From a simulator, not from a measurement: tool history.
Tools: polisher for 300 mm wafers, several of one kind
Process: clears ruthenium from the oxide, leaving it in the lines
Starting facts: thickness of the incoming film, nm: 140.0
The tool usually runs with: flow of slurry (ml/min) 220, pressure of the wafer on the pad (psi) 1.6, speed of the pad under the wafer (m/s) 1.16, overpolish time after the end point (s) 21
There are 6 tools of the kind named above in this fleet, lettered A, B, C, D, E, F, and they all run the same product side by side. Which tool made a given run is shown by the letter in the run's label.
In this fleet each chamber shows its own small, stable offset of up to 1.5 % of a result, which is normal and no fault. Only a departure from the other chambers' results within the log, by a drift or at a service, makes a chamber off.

run,hour,flow of slurry (ml/min),pressure of the wafer on the pad (psi),speed of the pad under the wafer (m/s),overpolish time after the end point (s),time until the end point was called (s)
1F,5.4,220,1.6,1.16,21,114.15
# hour 5.7: chamber A: worn pad replaced by a new one
2E,9.5,220,1.6,1.16,21,116.52
3C,17.1,220,1.6,1.16,21,113.43
# hour 19.4: chamber D: worn pad replaced by a new one
4D,22.4,220,1.6,1.16,21,114.22
# hour 24.1: chamber F: slurry nozzle cleaned
# hour 27.7: chamber C: slurry nozzle cleaned
5A,28.1,220,1.6,1.16,21,114.22
6B,35.8,185,1.6,1.16,21,118.31
7F,40.4,185,1.6,1.16,21,116.11
8B,48,185,1.6,1.16,21,118.22
# hour 53.3: chamber F: worn pad replaced by a new one
# hour 55.1: chamber D: slurry nozzle cleaned
9E,56.6,185,1.6,1.16,21,116.35
10C,62.3,185,1.6,1.16,21,114.35
# hour 65.1: chamber A: head pressure recalibrated
11A,70.5,185,1.6,1.16,21,116.52
# hour 71.4: chamber E: worn pad replaced by a new one
# hour 77.6: chamber B: worn pad replaced by a new one
12D,78.3,220,1.6,1.16,21,115.15
# hour 86.7: chamber D: worn pad replaced by a new one
13F,87.3,220,1.6,1.16,21,113.91
14E,93.3,220,1.6,1.16,21,114.54
15B,98.8,220,1.6,1.16,21,114.71
16C,106.3,220,1.6,1.16,21,112.87
17D,110.5,220,1.6,1.16,21,114.24
18A,116.7,220,1.6,1.16,21,115.11
# hour 120.5: chamber A: worn pad replaced by a new one
19E,121.5,220,1.6,1.16,21,114.57
# hour 127: chamber F: worn pad replaced by a new one
# hour 129: chamber E: head pressure recalibrated
20A,129.9,220,1.6,1.16,21,113.58
21D,137.1,220,1.4,1.16,21,128.71
# hour 139.5: chamber C: worn pad replaced by a new one
22C,142.1,220,1.4,1.16,21,128.5
23B,147.9,220,1.4,1.16,21,131.16
# hour 149.3: chamber D: worn pad replaced by a new one
# hour 149.4: chamber E: worn pad replaced by a new one
24F,156.2,220,1.4,1.16,21,132
25C,163.8,220,1.4,1.16,21,130.42
26F,170.8,220,1.4,1.16,21,129.54
27D,179,220,1.6,1.16,21,112.81
28E,183.7,220,1.6,1.16,21,113.64
# hour 189.9: chamber F: worn pad replaced by a new one
29A,191.3,220,1.6,1.16,21,113.34
30B,197.7,220,1.6,1.16,21,114.58
31D,203.2,220,1.6,1.16,21,114.59
# hour 208.1: chamber B: worn pad replaced by a new one
32E,211.1,220,1.6,1.54,21,87.338
33F,219.7,220,1.6,1.54,21,85.157
# hour 223.8: chamber D: worn pad replaced by a new one
# hour 227.4: chamber E: worn pad replaced by a new one
34A,227.9,220,1.6,1.54,21,86.289
# hour 233.5: chamber D: head pressure recalibrated
# hour 234.4: chamber A: slurry nozzle cleaned
# hour 235.8: chamber F: slurry nozzle cleaned
35C,237.1,220,1.6,1.54,21,85.261
# hour 237.6: chamber A: worn pad replaced by a new one
36B,242.8,220,1.6,1.54,21,85.766
37A,247.9,220,1.6,1.54,21,84.467
38F,253.4,220,2.1,1.16,32,85.907
39E,259,220,2.1,1.16,32,86.901
40B,265.2,220,2.1,1.16,32,87.254
41C,271.4,220,2.1,1.16,32,84.587
42D,278.5,220,2.1,1.16,32,87.154
43D,285.1,220,2.1,1.16,32,86.161

One chamber off, gauge drift, or nothing amiss beyond the chambers' own small offsets? If it is a chamber, which one, and what is the likeliest cause?

Nothing is wrong: each chamber keeps only its own small, steady offset and the gauge holds still.

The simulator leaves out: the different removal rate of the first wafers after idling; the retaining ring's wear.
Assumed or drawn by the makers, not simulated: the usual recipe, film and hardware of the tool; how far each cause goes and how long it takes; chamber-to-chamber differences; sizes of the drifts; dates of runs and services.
